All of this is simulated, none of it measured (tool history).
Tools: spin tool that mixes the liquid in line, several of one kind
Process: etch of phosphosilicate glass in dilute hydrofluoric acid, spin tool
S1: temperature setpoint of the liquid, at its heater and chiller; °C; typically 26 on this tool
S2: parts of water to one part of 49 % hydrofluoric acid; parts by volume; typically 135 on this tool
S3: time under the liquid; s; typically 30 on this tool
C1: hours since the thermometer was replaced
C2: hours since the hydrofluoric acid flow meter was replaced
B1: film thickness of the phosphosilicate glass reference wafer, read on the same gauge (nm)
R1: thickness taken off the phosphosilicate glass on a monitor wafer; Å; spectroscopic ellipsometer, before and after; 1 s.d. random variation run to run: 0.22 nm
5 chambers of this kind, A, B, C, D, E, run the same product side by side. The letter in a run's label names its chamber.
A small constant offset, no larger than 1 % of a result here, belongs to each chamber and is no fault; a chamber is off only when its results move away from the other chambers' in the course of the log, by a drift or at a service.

{"run": "1B", "day": 0.188, "S1": 26, "S2": 135, "S3": 30, "C1": 2367.4, "C2": 1343.9, "B1": 70.01, "R1": 220.12}
{"run": "2A", "day": 0.475, "S1": 26, "S2": 135, "S3": 30, "C1": 1399.2, "C2": 909.4, "B1": 70.026, "R1": 221.85}
{"run": "3E", "day": 0.771, "S1": 26, "S2": 135, "S3": 30, "C1": 820.2, "C2": 358.3, "B1": 70.035, "R1": 219.27}
{"day": 0.938, "done": "chamber A: hydrofluoric acid flow meter replaced"}
{"run": "4C", "day": 1.062, "S1": 26, "S2": 135, "S3": 30, "C1": 654.5, "C2": 311.3, "B1": 70.008, "R1": 221.66}
{"run": "5D", "day": 1.279, "S1": 26, "S2": 135, "S3": 30, "C1": 369.9, "C2": 927.2, "B1": 69.972, "R1": 219.3}
{"run": "6D", "day": 1.558, "S1": 26, "S2": 135, "S3": 30, "C1": 376.6, "C2": 933.9, "B1": 69.991, "R1": 224.38}
{"run": "7A", "day": 1.871, "S1": 26, "S2": 135, "S3": 30, "C1": 1432.7, "C2": 22.5, "B1": 69.986, "R1": 216.73}
{"run": "8E", "day": 2.083, "S1": 26, "S2": 135, "S3": 30, "C1": 851.7, "C2": 389.8, "B1": 70.018, "R1": 221.71}
{"run": "9B", "day": 2.254, "S1": 26, "S2": 135, "S3": 30, "C1": 2417.0, "C2": 1393.5, "B1": 69.988, "R1": 223.02}
{"run": "10C", "day": 2.471, "S1": 26, "S2": 135, "S3": 30, "C1": 688.3, "C2": 345.1, "B1": 69.982, "R1": 222.62}
{"run": "11C", "day": 2.725, "S1": 26, "S2": 135, "S3": 30, "C1": 694.4, "C2": 351.2, "B1": 69.987, "R1": 217.55}
{"run": "12D", "day": 2.912, "S1": 26, "S2": 135, "S3": 30, "C1": 409.1, "C2": 966.4, "B1": 69.987, "R1": 221.25}
{"run": "13A", "day": 3.121, "S1": 26, "S2": 135, "S3": 30, "C1": 1462.7, "C2": 52.5, "B1": 70.001, "R1": 219.79}
{"run": "14E", "day": 3.317, "S1": 26, "S2": 135, "S3": 30, "C1": 881.3, "C2": 419.4, "B1": 69.99, "R1": 218.54}
{"run": "15B", "day": 3.592, "S1": 26, "S2": 135, "S3": 30, "C1": 2449.1, "C2": 1425.6, "B1": 69.995, "R1": 222.01}
{"run": "16A", "day": 3.75, "S1": 26, "S2": 135, "S3": 30, "C1": 1477.8, "C2": 67.6, "B1": 70.001, "R1": 220.86}
{"run": "17C", "day": 3.938, "S1": 26, "S2": 135, "S3": 30, "C1": 723.5, "C2": 380.3, "B1": 69.983, "R1": 218.41}
{"run": "18D", "day": 4.096, "S1": 26, "S2": 135, "S3": 30, "C1": 437.5, "C2": 994.8, "B1": 70.019, "R1": 218.72}
{"day": 4.138, "done": "chamber B: thermometer replaced"}
{"run": "19B", "day": 4.404, "S1": 26, "S2": 135, "S3": 30, "C1": 6.4, "C2": 1445.1, "B1": 70.007, "R1": 221.1}
{"run": "20E", "day": 4.567, "S1": 26, "S2": 135, "S3": 30, "C1": 911.3, "C2": 449.4, "B1": 70.013, "R1": 222.14}
{"run": "21A", "day": 4.846, "S1": 26, "S2": 135, "S3": 30, "C1": 1504.1, "C2": 93.9, "B1": 69.983, "R1": 219.4}
{"run": "22D", "day": 4.996, "S1": 26, "S2": 135, "S3": 30, "C1": 459.1, "C2": 1016.4, "B1": 69.965, "R1": 217.16}
{"run": "23E", "day": 5.275, "S1": 26, "S2": 135, "S3": 30, "C1": 928.3, "C2": 466.4, "B1": 70.005, "R1": 223.8}
{"run": "24B", "day": 5.575, "S1": 26, "S2": 135, "S3": 30, "C1": 34.5, "C2": 1473.2, "B1": 69.977, "R1": 218.47}
{"run": "25C", "day": 5.771, "S1": 26, "S2": 135, "S3": 30, "C1": 767.5, "C2": 424.3, "B1": 69.998, "R1": 216.86}
{"run": "26E", "day": 6.067, "S1": 26, "S2": 135, "S3": 30, "C1": 947.3, "C2": 485.4, "B1": 70.004, "R1": 219.09}
{"run": "27A", "day": 6.325, "S1": 26, "S2": 135, "S3": 30, "C1": 1539.6, "C2": 129.4, "B1": 69.997, "R1": 218.84}
{"run": "28B", "day": 6.567, "S1": 26, "S2": 135, "S3": 30, "C1": 58.3, "C2": 1497.0, "B1": 69.998, "R1": 222.08}
{"run": "29C", "day": 6.733, "S1": 26, "S2": 135, "S3": 30, "C1": 790.6, "C2": 447.4, "B1": 69.984, "R1": 218.24}
{"run": "30D", "day": 6.908, "S1": 21, "S2": 135, "S3": 45, "C1": 505.0, "C2": 1062.3, "B1": 69.984, "R1": 269.18}
{"run": "31C", "day": 7.2, "S1": 21, "S2": 135, "S3": 45, "C1": 801.8, "C2": 458.6, "B1": 70.004, "R1": 270.43}
{"run": "32B", "day": 7.479, "S1": 21, "S2": 135, "S3": 45, "C1": 80.2, "C2": 1518.9, "B1": 69.982, "R1": 273.49}

Is one chamber out of step, is the gauge drifting, or do the chambers differ by no more than their own small offsets? For an off chamber, give its letter and the likeliest cause.

Nothing is wrong: each chamber keeps only its own small, steady offset and the gauge holds still.
